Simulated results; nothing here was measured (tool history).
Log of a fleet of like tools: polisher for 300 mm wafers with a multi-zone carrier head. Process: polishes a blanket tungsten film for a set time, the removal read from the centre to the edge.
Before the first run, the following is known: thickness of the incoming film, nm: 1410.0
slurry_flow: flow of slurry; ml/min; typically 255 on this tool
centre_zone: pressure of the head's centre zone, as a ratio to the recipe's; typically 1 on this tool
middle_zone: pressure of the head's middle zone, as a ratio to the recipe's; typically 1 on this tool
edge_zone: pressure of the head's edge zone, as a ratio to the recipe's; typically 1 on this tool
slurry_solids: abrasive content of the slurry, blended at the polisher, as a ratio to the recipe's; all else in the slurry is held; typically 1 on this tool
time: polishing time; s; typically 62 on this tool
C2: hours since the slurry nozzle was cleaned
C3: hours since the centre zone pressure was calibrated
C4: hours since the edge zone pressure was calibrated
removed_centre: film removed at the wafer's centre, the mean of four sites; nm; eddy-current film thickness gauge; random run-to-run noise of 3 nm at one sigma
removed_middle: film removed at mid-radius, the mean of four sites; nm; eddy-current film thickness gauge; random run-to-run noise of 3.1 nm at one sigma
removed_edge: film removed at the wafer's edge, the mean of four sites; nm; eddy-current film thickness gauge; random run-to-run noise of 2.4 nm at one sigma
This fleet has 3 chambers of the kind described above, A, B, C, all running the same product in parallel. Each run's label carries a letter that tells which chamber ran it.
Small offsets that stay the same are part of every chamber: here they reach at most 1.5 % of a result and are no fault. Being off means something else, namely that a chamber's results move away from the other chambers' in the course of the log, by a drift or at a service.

run 1C hour=9.8 | slurry_flow=255 centre_zone=1 middle_zone=1 edge_zone=1 slurry_solids=1 time=62 | wafers_polished_on_this_pad=566 C2=711.2 C3=130.4 C4=842.4 | removed_centre=299.3 removed_middle=293.12 removed_edge=291.52
run 2A hour=17.5 | slurry_flow=255 centre_zone=1 middle_zone=1 edge_zone=1 slurry_solids=1 time=62 | wafers_polished_on_this_pad=1101 C2=259.9 C3=17.9 C4=526.1 | removed_centre=288.93 removed_middle=296.19 removed_edge=292.94
-- hour=25.8 chamber B: worn pad replaced by a new one
run 3B hour=26.9 | slurry_flow=255 centre_zone=1 middle_zone=1 edge_zone=1 slurry_solids=1 time=62 | wafers_polished_on_this_pad=12 C2=713.8 C3=415.8 C4=329.4 | removed_centre=296.82 removed_middle=289.88 removed_edge=294.87
-- hour=33.1 chamber A: slurry nozzle cleaned
run 4B hour=34.5 | slurry_flow=255 centre_zone=1 middle_zone=1 edge_zone=1 slurry_solids=1 time=62 | wafers_polished_on_this_pad=92 C2=721.4 C3=423.4 C4=337 | removed_centre=294.4 removed_middle=288 removed_edge=290.61
run 5C hour=45.1 | slurry_flow=255 centre_zone=1 middle_zone=1 edge_zone=1 slurry_solids=1 time=62 | wafers_polished_on_this_pad=937 C2=746.5 C3=165.7 C4=877.7 | removed_centre=290.46 removed_middle=293.25 removed_edge=295.06
run 6A hour=51.1 | slurry_flow=255 centre_zone=1 middle_zone=1 edge_zone=1 slurry_solids=1 time=62 | wafers_polished_on_this_pad=1455 C2=18 C3=51.5 C4=559.7 | removed_centre=289.12 removed_middle=287.53 removed_edge=286.88
run 7A hour=56.4 | slurry_flow=255 centre_zone=1 middle_zone=1 edge_zone=1 slurry_solids=1 time=62 | wafers_polished_on_this_pad=1510 C2=23.3 C3=56.8 C4=565 | removed_centre=287.72 removed_middle=291.22 removed_edge=289.62
run 8C hour=61 | slurry_flow=255 centre_zone=1 middle_zone=1 edge_zone=1 slurry_solids=1 time=62 | wafers_polished_on_this_pad=1104 C2=762.4 C3=181.6 C4=893.6 | removed_centre=291.8 removed_middle=298.21 removed_edge=295.31
run 9B hour=69.6 | slurry_flow=255 centre_zone=1 middle_zone=1.07 edge_zone=1 slurry_solids=1 time=62 | wafers_polished_on_this_pad=461 C2=756.5 C3=458.5 C4=372.1 | removed_centre=298.86 removed_middle=308.25 removed_edge=293.22
run 10B hour=76.5 | slurry_flow=255 centre_zone=1 middle_zone=1.07 edge_zone=1 slurry_solids=1 time=62 | wafers_polished_on_this_pad=533 C2=763.4 C3=465.4 C4=379 | removed_centre=296.41 removed_middle=312.54 removed_edge=291.4
-- hour=77.3 chamber C: worn pad replaced by a new one
run 11A hour=84.6 | slurry_flow=255 centre_zone=1 middle_zone=1.07 edge_zone=1 slurry_solids=1 time=62 | wafers_polished_on_this_pad=1807 C2=51.5 C3=85 C4=593.2 | removed_centre=285.21 removed_middle=309.29 removed_edge=283.99
run 12C hour=92.2 | slurry_flow=255 centre_zone=1 middle_zone=1 edge_zone=1 slurry_solids=1.2 time=50 | wafers_polished_on_this_pad=157 C2=793.6 C3=212.8 C4=924.8 | removed_centre=248.24 removed_middle=252.17 removed_edge=245.74
run 13B hour=97.5 | slurry_flow=255 centre_zone=1 middle_zone=1 edge_zone=1 slurry_solids=1.2 time=50 | wafers_polished_on_this_pad=754 C2=784.4 C3=486.4 C4=400 | removed_centre=245.84 removed_middle=248.16 removed_edge=246.04
run 14A hour=103.4 | slurry_flow=255 centre_zone=1 middle_zone=1 edge_zone=1 slurry_solids=1.2 time=50 | wafers_polished_on_this_pad=2004 C2=70.3 C3=103.8 C4=612 | removed_centre=237.5 removed_middle=239.46 removed_edge=237.82
run 15C hour=109 | slurry_flow=255 centre_zone=1 middle_zone=1 edge_zone=1 slurry_solids=1 time=62 | wafers_polished_on_this_pad=333 C2=810.4 C3=229.6 C4=941.6 | removed_centre=294.65 removed_middle=297.9 removed_edge=295.84
run 16C hour=118.2 | slurry_flow=255 centre_zone=1 middle_zone=1 edge_zone=1 slurry_solids=1 time=62 | wafers_polished_on_this_pad=430 C2=819.6 C3=238.8 C4=950.8 | removed_centre=297.22 removed_middle=296.57 removed_edge=293.35
-- hour=118.5 chamber B: slurry nozzle cleaned
-- hour=121.3 chamber C: slurry nozzle cleaned
run 17A hour=127.5 | slurry_flow=255 centre_zone=1 middle_zone=1 edge_zone=1 slurry_solids=1 time=62 | wafers_polished_on_this_pad=2258 C2=94.4 C3=127.9 C4=636.1 | removed_centre=280.98 removed_middle=284.56 removed_edge=283.88
run 18B hour=134.2 | slurry_flow=255 centre_zone=1 middle_zone=1 edge_zone=1 slurry_solids=1 time=62 | wafers_polished_on_this_pad=1140 C2=15.8 C3=523.1 C4=436.7 | removed_centre=290.9 removed_middle=297.11 removed_edge=291.28
-- hour=138.5 chamber B: worn pad replaced by a new one
run 19B hour=139 | slurry_flow=190 centre_zone=1 middle_zone=1 edge_zone=1 slurry_solids=1 time=62 | wafers_polished_on_this_pad=6 C2=20.6 C3=527.9 C4=441.5 | removed_centre=286.7 removed_middle=284.92 removed_edge=286.71
run 20C hour=148 | slurry_flow=190 centre_zone=1 middle_zone=1 edge_zone=1 slurry_solids=1 time=62 | wafers_polished_on_this_pad=743 C2=26.7 C3=268.6 C4=980.6 | removed_centre=289.27 removed_middle=287.66 removed_edge=287.19
run 21A hour=153.7 | slurry_flow=190 centre_zone=1 middle_zone=1 edge_zone=1 slurry_solids=1 time=62 | wafers_polished_on_this_pad=2533 C2=120.6 C3=154.1 C4=662.3 | removed_centre=263.87 removed_middle=271.1 removed_edge=267.78
run 22B hour=164.2 | slurry_flow=255 centre_zone=1 middle_zone=1 edge_zone=1 slurry_solids=1 time=62 | wafers_polished_on_this_pad=271 C2=45.8 C3=553.1 C4=466.7 | removed_centre=292.24 removed_middle=291.68 removed_edge=299.03
run 23A hour=170 | slurry_flow=255 centre_zone=1 middle_zone=1 edge_zone=1 slurry_solids=1 time=62 | wafers_polished_on_this_pad=2705 C2=136.9 C3=170.4 C4=678.6 | removed_centre=271.89 removed_middle=280.76 removed_edge=272.46
run 24C hour=175.6 | slurry_flow=255 centre_zone=1 middle_zone=1 edge_zone=1 slurry_solids=1 time=62 | wafers_polished_on_this_pad=1034 C2=54.3 C3=296.2 C4=1008.2 | removed_centre=291.08 removed_middle=291.34 removed_edge=292.3
run 25B hour=184.7 | slurry_flow=255 centre_zone=1 middle_zone=1 edge_zone=1 slurry_solids=1 time=62 | wafers_polished_on_this_pad=486 C2=66.3 C3=573.6 C4=487.2 | removed_centre=297.44 removed_middle=296.14 removed_edge=296.55
run 26C hour=191.5 | slurry_flow=255 centre_zone=1 middle_zone=1 edge_zone=1 slurry_solids=1 time=62 | wafers_polished_on_this_pad=1201 C2=70.2 C3=312.1 C4=1024.1 | removed_centre=293.94 removed_middle=293.78 removed_edge=289.48
-- hour=191.6 chamber C: worn pad replaced by a new one
run 27A hour=199.6 | slurry_flow=255 centre_zone=1 middle_zone=1 edge_zone=0.96 slurry_solids=1 time=62 | wafers_polished_on_this_pad=3016 C2=166.5 C3=200 C4=708.2 | removed_centre=266.49 removed_middle=277.66 removed_edge=264.45
run 28C hour=205.8 | slurry_flow=255 centre_zone=1 middle_zone=1 edge_zone=0.96 slurry_solids=1 time=62 | wafers_polished_on_this_pad=150 C2=84.5 C3=326.4 C4=1038.4 | removed_centre=294.7 removed_middle=299.15 removed_edge=280.66
run 29B hour=213.1 | slurry_flow=255 centre_zone=1 middle_zone=1 edge_zone=0.96 slurry_solids=1 time=62 | wafers_polished_on_this_pad=785 C2=94.7 C3=602 C4=515.6 | removed_centre=294.93 removed_middle=290.37 removed_edge=291.88
run 30A hour=220.5 | slurry_flow=255 centre_zone=1 middle_zone=1 edge_zone=1 slurry_solids=1 time=62 | wafers_polished_on_this_pad=3235 C2=187.4 C3=220.9 C4=729.1 | removed_centre=265.81 removed_middle=278.37 removed_edge=266.18
run 31B hour=225.4 | slurry_flow=255 centre_zone=1 middle_zone=1 edge_zone=1 slurry_solids=1 time=62 | wafers_polished_on_this_pad=914 C2=107 C3=614.3 C4=527.9 | removed_centre=296.67 removed_middle=291.37 removed_edge=292.83
run 32C hour=234.1 | slurry_flow=255 centre_zone=0.9 middle_zone=1 edge_zone=1.1 slurry_solids=1 time=62 | wafers_polished_on_this_pad=447 C2=112.8 C3=354.7 C4=1066.7 | removed_centre=262.68 removed_middle=294.45 removed_edge=308.47
run 33A hour=244.8 | slurry_flow=255 centre_zone=0.9 middle_zone=1 edge_zone=1.1 slurry_solids=1 time=62 | wafers_polished_on_this_pad=3491 C2=211.7 C3=245.2 C4=753.4 | removed_centre=234.14 removed_middle=264.74 removed_edge=280.09
run 34A hour=250.2 | slurry_flow=255 centre_zone=0.9 middle_zone=1 edge_zone=1.1 slurry_solids=1 time=62 | wafers_polished_on_this_pad=3548 C2=217.1 C3=250.6 C4=758.8 | removed_centre=232.72 removed_middle=266.69 removed_edge=278.85
run 35C hour=258 | slurry_flow=255 centre_zone=1 middle_zone=1 edge_zone=1 slurry_solids=1 time=62 | wafers_polished_on_this_pad=698 C2=136.7 C3=378.6 C4=1090.6 | removed_centre=297.08 removed_middle=298.34 removed_edge=291.2

Is one chamber out of step, is the gauge drifting, or do the chambers differ by no more than their own small offsets? For an off chamber, give its letter and the likeliest cause.

Little by little, chamber A moves away from the other chambers.
What lies behind it: removal rate lost through wear of the pad, % = 10.2.

Below are 4 candidate recipes for chamber A's next run, each the usual settings with a change, their results shown as question marks. Which of them brings A's results back in line with what the other chambers give on the usual settings?
In-line tolerance around the mean of the other chambers on the usual settings: removed_centre 10 nm; removed_middle 11 nm; removed_edge 8.5 nm
run 36A-1 hour=265.7 | slurry_flow=250 centre_zone=0.99 middle_zone=1 edge_zone=1 slurry_solids=1 time=56 | removed_centre=? removed_middle=? removed_edge=?
run 36A-2 hour=265.7 | slurry_flow=255 centre_zone=1.01 middle_zone=1 edge_zone=1 slurry_solids=1 time=65 | removed_centre=? removed_middle=? removed_edge=?
run 36A-3 hour=265.7 | slurry_flow=260 centre_zone=1.02 middle_zone=1 edge_zone=1 slurry_solids=1 time=69 | removed_centre=? removed_middle=? removed_edge=?
run 36A-4 hour=265.7 | slurry_flow=255 centre_zone=0.99 middle_zone=1 edge_zone=1 slurry_solids=1 time=59 | removed_centre=? removed_middle=? removed_edge=?

Average result of the remaining chambers running the usual settings: removed_centre 294.66 nm; removed_middle 294.45 nm; removed_edge 293.1 nm
run=36A-1 removed_centre=232.26 removed_middle=238.51 removed_edge=236.7
run=36A-2 removed_centre=276.3 removed_middle=277.44 removed_edge=275.22
run=36A-3 removed_centre=297.22 removed_middle=295.15 removed_edge=292.64
run=36A-4 removed_centre=245.33 removed_middle=251.86 removed_edge=249.81
36A-3 puts the chamber back in line with the other chambers.
